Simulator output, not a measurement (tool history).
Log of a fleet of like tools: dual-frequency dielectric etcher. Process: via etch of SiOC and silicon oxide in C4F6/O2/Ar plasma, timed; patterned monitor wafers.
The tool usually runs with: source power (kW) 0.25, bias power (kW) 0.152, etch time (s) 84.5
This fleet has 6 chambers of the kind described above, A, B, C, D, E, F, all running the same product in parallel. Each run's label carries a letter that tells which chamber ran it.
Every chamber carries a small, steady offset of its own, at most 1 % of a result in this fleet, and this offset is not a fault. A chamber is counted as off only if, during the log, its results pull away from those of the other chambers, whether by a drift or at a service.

run	day	source power (kW)	bias power (kW)	etch time (s)	read-back reference wafer on the same gauge, depth_nm	mean etch depth across the wafer (Å)
1A	0.4	0.25	0.152	84.5	80.782	758.7
2D	0.912	0.25	0.152	84.5	80.781	751.54
3C	1.442	0.25	0.152	84.5	80.868	758.04
4B	2.054	0.25	0.152	84.5	80.794	762.35
5F	2.496	0.25	0.152	84.5	80.855	743.3
6E	3.138	0.25	0.152	84.5	80.91	749.9
7D	3.646	0.25	0.152	84.5	80.696	747.96
8E	4.092	0.25	0.152	84.5	80.756	741.65
9F	4.754	0.25	0.152	84.5	80.864	756.76
10B	5.383	0.25	0.152	84.5	80.766	751.31
11C	5.738	0.25	0.152	84.5	80.729	751.6
# day 6.1: chamber A: wet clean of the chamber
12A	6.1	0.25	0.152	84.5	80.869	759.51
# day 6.175: chamber C: wet clean of the chamber
13B	6.788	0.25	0.152	84.5	80.842	760.12
14E	7.154	0.25	0.152	84.5	80.853	746.49
15F	7.5	0.25	0.152	84.5	80.771	760.41
16D	8.104	0.25	0.152	84.5	80.76	757.8
17C	8.688	0.25	0.152	84.5	80.83	762.7
18A	9.212	0.25	0.152	84.5	80.761	754.64
19E	9.775	0.25	0.152	84.5	80.643	752.51
20D	10.133	0.25	0.152	84.5	80.84	755.16
21B	10.754	0.25	0.152	84.5	80.677	759.98
22C	11.4	0.25	0.152	84.5	80.806	757.02
# day 11.625: chamber B: wet clean of the chamber
23A	11.796	0.21	0.152	99	80.775	827.84
24F	12.179	0.21	0.152	99	80.911	839.91
25B	12.629	0.21	0.152	99	80.906	823.25
26E	13.038	0.21	0.152	99	80.815	805.39
27F	13.596	0.21	0.152	99	80.936	839.95
28D	13.975	0.21	0.152	99	80.851	822.8
29C	14.5	0.25	0.152	84.5	80.833	760.88
30A	14.867	0.25	0.152	84.5	80.796	760.48
# day 15.404: chamber D: wet clean of the chamber
31E	15.525	0.25	0.152	84.5	80.753	754.35
32C	15.938	0.25	0.152	84.5	80.9	754.01
33D	16.533	0.23	0.152	98	80.855	841.17
34B	16.938	0.23	0.152	98	80.682	842.66
# day 17.083: chamber E: wet clean of the chamber
35F	17.629	0.23	0.152	98	80.729	867.87
36A	18.188	0.23	0.152	98	80.731	852.44
37C	18.538	0.23	0.152	98	80.739	842.51
38A	18.979	0.23	0.152	98	80.695	849.35
39B	19.512	0.25	0.152	84.5	80.719	756.88
40F	20.017	0.23	0.141	84.5	80.8	735.69
# day 20.162: chamber D: bias power generator calibrated
41D	20.704	0.23	0.141	84.5	80.654	710.58
42E	21.025	0.23	0.141	84.5	80.627	704.25
43B	21.567	0.23	0.141	84.5	80.83	718.98
44E	21.892	0.23	0.141	84.5	80.786	711.41

What goes on in this fleet: one chamber off, a drifting gauge, or nothing beyond the chambers' own small offsets? Name the chamber and the cause, if any.

One chamber, F, drifts off from the rest bit by bit.
Likeliest cause: etch rate over this chamber's usual, % = 4.13.

Which of the 4 candidates below, each the usual settings with something changed and its results left as question marks, puts chamber F back in line with what the other chambers give on the usual settings?
To be in line, a result may differ from the other chambers' mean on the usual settings by at most: mean etch depth across the wafer (Å) 17
45F-1	22.392	0.25	0.152	87.5		?
45F-2	22.392	0.28	0.168	84.5		?
45F-3	22.392	0.25	0.115	84.5		?
45F-4	22.392	0.23	0.152	84.5		?

Other chambers, usual settings, mean: mean etch depth across the wafer (Å) 752.99
run	mean etch depth across the wafer (Å)
45F-1	808.62
45F-2	842.95
45F-3	715.35
45F-4	756.07
The right change is 45F-4: it brings the chamber back within the allowed miss of the others.
